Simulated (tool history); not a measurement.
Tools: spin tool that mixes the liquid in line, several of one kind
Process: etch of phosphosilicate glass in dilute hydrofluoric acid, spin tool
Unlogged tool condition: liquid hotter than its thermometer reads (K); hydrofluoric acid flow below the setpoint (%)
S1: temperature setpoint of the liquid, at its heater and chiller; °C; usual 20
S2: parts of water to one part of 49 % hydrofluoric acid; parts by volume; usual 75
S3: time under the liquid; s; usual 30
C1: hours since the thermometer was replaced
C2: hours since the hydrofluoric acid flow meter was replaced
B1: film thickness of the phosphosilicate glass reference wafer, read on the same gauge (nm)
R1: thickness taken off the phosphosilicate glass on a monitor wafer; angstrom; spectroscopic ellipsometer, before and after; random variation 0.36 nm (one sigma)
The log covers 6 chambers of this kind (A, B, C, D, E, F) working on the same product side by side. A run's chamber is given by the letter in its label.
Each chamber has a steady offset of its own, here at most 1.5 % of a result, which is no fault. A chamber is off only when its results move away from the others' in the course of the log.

run,day,S1,S2,S3,C1,C2,B1,R1
1F,0.308,20,75,30,490.2,1010.9,129.98,369.78
2E,0.817,20,75,30,1434.5,693.6,129.98,373.85
3A,1.321,20,75,30,1639.5,2346.7,130.02,371.59
4D,1.746,20,75,30,1501.6,136.9,129.98,372.39
# day 2.021: chamber E: hydrofluoric acid flow meter replaced
5B,2.108,20,75,45,1930.1,302.8,129.99,557.78
# day 2.383: chamber A: hydrofluoric acid flow meter replaced
# day 2.558: chamber F: hydrofluoric acid flow meter replaced
6C,2.588,20,75,45,967.4,461.4,130,562.56
# day 2.779: chamber C: hydrofluoric acid flow meter replaced
7A,3.138,20,75,45,1683.1,18.2,130,559.05
8B,3.462,20,75,45,1962.6,335.3,130,554.22
9C,3.746,20,75,45,995.2,23.2,130,561.39
10E,4.258,20,75,45,1517.1,53.7,130.02,562.06
11F,4.762,20,75,30,597.1,53,129.99,371.52
# day 4.854: chamber E: thermometer replaced
12D,5.054,20,60,50,1581,216.3,129.99,781.72
# day 5.212: chamber A: thermometer replaced
13A,5.371,20,60,50,3.8,71.8,129.99,796.03
14B,5.904,20,60,50,2021.2,393.9,130,782.61
15C,6.296,20,60,50,1056.4,84.4,129.98,799.74
16D,6.804,20,60,50,1623,258.3,130.02,797.09
17E,7.133,20,60,50,54.7,122.7,129.97,788.18
18F,7.388,20,75,30,660.1,116,130,379.55
19D,7.875,20,45,30,1648.7,284,130.01,643.55
20F,8.296,20,45,30,681.9,137.8,129.98,642.04
21A,8.675,20,45,30,83.1,151.1,129.97,652.18
22B,9.25,20,45,30,2101.5,474.2,129.99,649.54
23C,9.754,20,45,30,1139.4,167.4,130,649.68
24E,10.017,20,45,30,123.9,191.9,130.01,636.15
25E,10.533,20,75,30,136.3,204.3,130,370.97
26F,11.079,20,75,30,748.7,204.6,130,375.21
27D,11.517,20,75,30,1736.1,371.4,130.02,391.51
28C,11.867,20,75,30,1190.1,218.1,129.99,376.01
29B,12.3,20,75,30,2174.7,547.4,130,369.6
30A,12.604,20,75,30,177.4,245.4,129.96,374.74
31F,13.121,20,75,30,797.7,253.6,129.98,373.29
32C,13.683,20,75,30,1233.7,261.7,130.03,375.35
33E,14.046,20,75,30,220.6,288.6,130,368.44
34D,14.425,20,75,30,1805.9,441.2,130.01,391.18
35A,14.742,20,95,30,228.7,296.7,130.01,282.7
36B,15.154,20,95,30,2243.2,615.9,129.99,285.4

Has any chamber moved away from the others, gradually or after a service, or does the common gauge drift, or do the chambers differ only by their own small steady offsets? State the chamber and the most likely cause if one applies.

Little by little, chamber D moves away from the other chambers.
Cause: liquid hotter than its thermometer reads (K) = 1.86.
The log might look much the same if the cause were instead: hydrofluoric acid flow above the setpoint (%).

Here are 4 candidates for chamber D's next run, each the usual settings with a change, their results left as question marks. Which one brings its results back in line with what the others give on the usual settings?
To be in line, a result may differ from the other chambers' mean on the usual settings by at most: R1 13 angstrom
37D-1,15.575,20,80,30,,,,?
37D-2,15.575,23,75,30,,,,?
37D-3,15.575,20,70,30,,,,?
37D-4,15.575,17,75,30,,,,?

What the other chambers average on the usual settings: R1 372.43 angstrom
run,R1
37D-1,367.58
37D-2,444.9
37D-3,424.29
37D-4,348.09
It is 37D-1 that realigns the chamber with its peers.
